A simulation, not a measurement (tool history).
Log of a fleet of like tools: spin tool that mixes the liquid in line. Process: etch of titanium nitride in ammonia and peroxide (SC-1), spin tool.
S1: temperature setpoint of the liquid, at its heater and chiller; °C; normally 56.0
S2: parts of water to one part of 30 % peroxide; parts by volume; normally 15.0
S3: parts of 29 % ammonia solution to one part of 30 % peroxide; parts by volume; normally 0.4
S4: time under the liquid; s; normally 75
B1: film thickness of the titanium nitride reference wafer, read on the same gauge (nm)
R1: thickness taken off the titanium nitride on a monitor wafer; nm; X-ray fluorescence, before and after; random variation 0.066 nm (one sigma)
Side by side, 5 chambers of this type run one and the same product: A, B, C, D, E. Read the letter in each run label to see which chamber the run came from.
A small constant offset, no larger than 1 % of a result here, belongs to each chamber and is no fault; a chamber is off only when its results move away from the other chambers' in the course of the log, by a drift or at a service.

run,hour,S1,S2,S3,S4,B1,R1
# hour 2.1: chamber C: thermometer replaced
1E,10.0,56.0,15.0,0.4,75,29.972,8.8889
2B,22.6,56.0,15.0,0.4,75,29.999,8.8654
# hour 35.3: chamber E: thermometer replaced
3C,38.4,56.0,15.0,0.4,75,29.992,8.7283
4D,53.9,56.0,15.0,0.4,75,29.986,8.8676
5A,68.8,56.0,15.0,0.4,75,29.983,8.6939
6E,78.5,56.0,15.0,0.4,75,29.997,8.7920
7D,93.2,49.5,15.0,0.4,75,30.040,5.6863
# hour 97.0: chamber E: new drum of ammonia solution connected
8A,102.2,49.5,15.0,0.4,75,29.989,5.5468
9C,114.9,49.5,15.0,0.4,75,29.994,5.6281
10B,125.0,49.5,15.0,0.4,75,30.036,5.6191
11B,138.7,49.5,15.0,0.4,75,30.004,5.6210
12C,152.8,56.0,15.0,0.4,75,29.982,8.8234
# hour 154.9: chamber D: ammonia flow meter replaced
# hour 163.7: chamber C: new drum of ammonia solution connected
13E,165.0,56.0,15.0,0.5,50,29.998,6.2395
14D,179.5,56.0,15.0,0.5,50,29.976,6.1619
# hour 180.7: chamber B: thermometer replaced
15A,192.4,56.0,15.0,0.5,50,30.020,6.0890
16E,203.9,56.0,15.0,0.5,50,30.029,6.1185
17B,214.8,56.0,15.0,0.5,50,30.011,6.1472
18A,226.5,56.0,15.0,0.4,75,29.996,8.7397
19D,237.1,56.0,15.0,0.4,75,29.966,8.8352
20C,245.4,56.0,15.0,0.4,75,30.000,8.6314
21C,254.8,56.0,15.0,0.4,75,30.007,8.7454
22E,265.0,56.0,15.0,0.4,75,29.978,8.8921
23D,278.6,56.0,15.0,0.6,75,29.997,9.3210
# hour 287.8: chamber B: ammonia flow meter replaced
24B,292.1,56.0,15.0,0.6,75,29.984,9.5419
25A,305.3,56.0,15.0,0.6,75,29.986,9.4935
26B,312.7,56.0,15.0,0.6,75,29.993,9.6673
27C,324.4,56.0,15.0,0.6,75,30.007,9.4554
28A,338.4,56.0,15.0,0.4,75,30.067,8.7828
29E,350.5,56.0,15.0,0.4,75,29.989,8.8840
30D,358.8,56.0,15.0,0.4,75,29.989,8.6172
# hour 360.1: chamber C: heated supply line repaired
31B,367.8,56.0,10.5,0.3,75,29.997,10.0730
32D,384.0,56.0,10.5,0.3,75,30.032,9.9143
33A,398.5,56.0,10.5,0.3,75,29.973,10.0420
34E,412.6,56.0,10.5,0.3,75,29.979,10.2050
35C,426.1,56.0,10.5,0.3,75,30.009,10.1440
36C,437.3,56.0,15.0,0.4,75,30.031,8.7764
37E,445.7,56.0,15.0,0.4,75,30.016,8.9429
38D,460.4,56.0,15.0,0.4,75,30.018,8.5189
39B,474.7,56.0,15.0,0.4,75,30.023,8.9251
40A,483.4,56.0,15.0,0.4,75,30.009,8.6883
41D,496.6,56.0,15.0,0.4,75,29.954,8.4191

Predict what each chamber gives when all 5 of them run the settings below next.
42A,508.3,62.0,15.0,0.4,75,,?
42B,508.3,62.0,15.0,0.4,75,,?
42C,508.3,62.0,15.0,0.4,75,,?
42D,508.3,62.0,15.0,0.4,75,,?
42E,508.3,62.0,15.0,0.4,75,,?

run,R1
42A,12.9340
42B,13.0940
42C,12.8310
42D,12.3130
42E,13.3200
